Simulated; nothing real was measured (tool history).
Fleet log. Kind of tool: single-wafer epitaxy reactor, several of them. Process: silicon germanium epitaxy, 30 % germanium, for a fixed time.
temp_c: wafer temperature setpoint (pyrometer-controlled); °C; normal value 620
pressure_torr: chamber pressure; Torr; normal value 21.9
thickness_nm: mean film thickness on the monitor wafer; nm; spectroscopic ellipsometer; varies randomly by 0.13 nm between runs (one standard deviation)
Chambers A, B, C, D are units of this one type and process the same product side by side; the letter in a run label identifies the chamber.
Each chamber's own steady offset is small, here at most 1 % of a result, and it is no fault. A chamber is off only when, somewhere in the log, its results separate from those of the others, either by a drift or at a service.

run,hour,temp_c,pressure_torr,hours since the last pyrometer calibration,hours since the last manometer calibration,"read-back reference wafer on the same gauge, thickness_nm",thickness_nm
# hour 0.6: chamber D: capacitance manometer re-zeroed and calibrated
1A,2.9,620,21.9,123.5,52.0,91.673,87.676
2B,7.7,620,21.9,1388.1,975.2,91.658,87.652
3D,12.2,620,21.9,639.8,11.6,91.605,87.543
4C,15.2,620,21.9,373.8,564.0,91.669,86.911
5D,17.7,620,21.9,645.3,17.1,91.593,87.530
6C,22.9,620,21.9,381.5,571.7,91.569,86.690
7A,25.6,620,21.9,146.2,74.7,91.583,87.469
8B,29.1,620,21.9,1409.5,996.6,91.531,87.362
9A,32.4,620,26.8,153.0,81.5,91.495,94.791
10B,36.9,620,26.8,1417.3,1004.4,91.484,94.817
11D,41.8,620,26.8,669.4,41.2,91.431,94.465
12C,46.6,620,26.8,405.2,595.4,91.432,93.580
13D,50.2,620,21.9,677.8,49.6,91.414,87.257
14A,54.1,620,21.9,174.7,103.2,91.342,87.132
15C,56.7,620,21.9,415.3,605.5,91.335,86.421
16B,61.4,620,21.9,1441.8,1028.9,91.362,87.027
17C,65.2,620,21.9,423.8,614.0,91.285,86.527
18B,68.7,628,21.9,1449.1,1036.2,91.305,100.050
19D,71.9,628,21.9,699.5,71.3,91.209,99.928
20A,76.6,628,21.9,197.2,125.7,91.248,99.978
21A,80.6,628,21.9,201.2,129.7,91.189,100.090
22B,83.9,620,21.9,1464.3,1051.4,91.179,86.990
23C,87.5,620,21.9,446.1,636.3,91.182,86.415
24D,90.6,620,21.9,718.2,90.0,91.144,87.196

Read the log: is a single chamber off, either drifting away or since a service, is the gauge that measures every chamber drifting, or is nothing wrong beyond small per-chamber offsets? Name any odd chamber and what most likely caused it.

The gauge drifts, so all chambers seem to drift together. No chamber is off.
Likeliest cause: gauge reads low (%) = 0.632.
